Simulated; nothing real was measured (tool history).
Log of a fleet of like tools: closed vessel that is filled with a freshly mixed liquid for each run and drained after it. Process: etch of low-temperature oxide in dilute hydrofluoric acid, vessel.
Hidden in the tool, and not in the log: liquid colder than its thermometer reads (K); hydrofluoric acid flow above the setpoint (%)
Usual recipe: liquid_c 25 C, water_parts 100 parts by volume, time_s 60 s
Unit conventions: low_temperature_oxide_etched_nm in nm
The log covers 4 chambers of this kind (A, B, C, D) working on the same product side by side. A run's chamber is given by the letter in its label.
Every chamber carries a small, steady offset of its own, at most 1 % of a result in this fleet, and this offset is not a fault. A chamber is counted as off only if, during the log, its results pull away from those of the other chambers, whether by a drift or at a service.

run	hour	liquid_c	water_parts	time_s	hours since the thermometer was replaced	hours since the hydrofluoric acid flow meter was replaced	read-back film thickness of the low-temperature oxide reference wafer, read on the same gauge (nm)	low_temperature_oxide_etched_nm
1C	9.3	25	100	60	2470.5	437.9	50.025	8.619
2A	18.6	25	100	60	537.9	427.3	50.016	8.6391
3D	31.2	25	100	60	328.2	1655.1	50.014	8.5177
4B	42.2	25	100	60	212.2	315.6	49.998	8.562
5A	52.8	25	100	60	572.1	461.5	49.977	8.632
6C	65.8	25	80	30	2527	494.4	49.993	5.5164
7D	77.5	25	80	30	374.5	1701.4	49.99	5.536
8B	87.9	25	80	30	257.9	361.3	49.993	5.5447
9D	100.2	25	80	30	397.2	1724.1	49.99	5.4777
10C	114.6	25	100	60	2575.8	543.2	50.016	8.7713
11A	128.9	25	100	60	648.2	537.6	49.992	8.6859
# hour 136.6: chamber C: thermometer replaced
12B	142.9	29.5	100	60	312.9	416.3	50	10.378
13B	149.4	29.5	100	60	319.4	422.8	50.013	10.381
14A	161.2	29.5	100	60	680.5	569.9	50.008	10.281
15D	173.2	29.5	100	60	470.2	1797.1	49.988	10.261
16C	180.8	25	100	60	44.2	609.4	50.005	8.6033
17B	192.5	25	100	60	362.5	465.9	50.009	8.7652
18D	204.7	25	100	60	501.7	1828.6	49.987	8.6759
19A	212.5	25	100	85	731.8	621.2	50.018	12.12
20C	222.5	25	100	85	85.9	651.1	50	12.08
21D	229.7	25	100	85	526.7	1853.6	50.013	12.234
22C	238.9	25	100	85	102.3	667.5	49.967	12.269
23B	251.2	25	100	60	421.2	524.6	50.026	8.9204
24A	264.3	25	100	60	783.6	673	50.017	8.6434
25D	272.7	25	100	30	569.7	1896.6	49.987	4.3554
# hour 277.1: chamber D: hydrofluoric acid flow meter replaced
26C	281.7	25	100	30	145.1	710.3	50.01	4.2621
27A	291.2	25	100	30	810.5	699.9	50.013	4.3641
# hour 296.5: chamber D: thermometer replaced
28B	298.4	25	100	30	468.4	571.8	50.017	4.5182
29B	309.2	25	100	60	479.2	582.6	49.988	9.066
30D	318.8	25	100	45	22.3	41.7	49.974	6.4307
31A	325.3	25	100	45	844.6	734	50.003	6.4549
32C	337	25	100	45	200.4	765.6	50.01	6.501
33D	347	25	100	45	50.5	69.9	50.008	6.4571
34B	358.9	25	100	60	528.9	632.3	49.996	9.0025
35C	368.7	25	100	60	232.1	797.3	50.015	8.6667
36A	380.5	25	100	60	899.8	789.2	49.983	8.6005
37B	389	23	100	60	559	662.4	49.997	8.3288
38D	402.4	23	100	60	105.9	125.3	49.989	7.8736

What goes on in this fleet: one chamber off, a drifting gauge, or nothing beyond the chambers' own small offsets? Name the chamber and the cause, if any.

It is chamber B that slowly wanders off from its peers.
Likeliest cause: hydrofluoric acid flow above the setpoint (%) = 6.03.
The log may not separate it from: liquid hotter than its thermometer reads (K).

Below are 4 candidate recipes for chamber B's next run, each the usual settings with a change, their results shown as question marks. Which of them brings B's results back in line with what the other chambers give on the usual settings?
Allowed miss from the other chambers' usual-settings mean, per result, to count as in line: low_temperature_oxide_etched_nm 0.23 nm
39B-1	413	25.5	100	60				?
39B-2	413	25	95	60				?
39B-3	413	24.5	100	60				?
39B-4	413	25	105	60				?

On the usual settings, the other chambers give on average: low_temperature_oxide_etched_nm 8.6247 nm
run	low_temperature_oxide_etched_nm
39B-1	9.3678
39B-2	9.7224
39B-3	8.9984
39B-4	8.6931
The answer is 39B-4, which returns the chamber to within the allowed miss of the others.

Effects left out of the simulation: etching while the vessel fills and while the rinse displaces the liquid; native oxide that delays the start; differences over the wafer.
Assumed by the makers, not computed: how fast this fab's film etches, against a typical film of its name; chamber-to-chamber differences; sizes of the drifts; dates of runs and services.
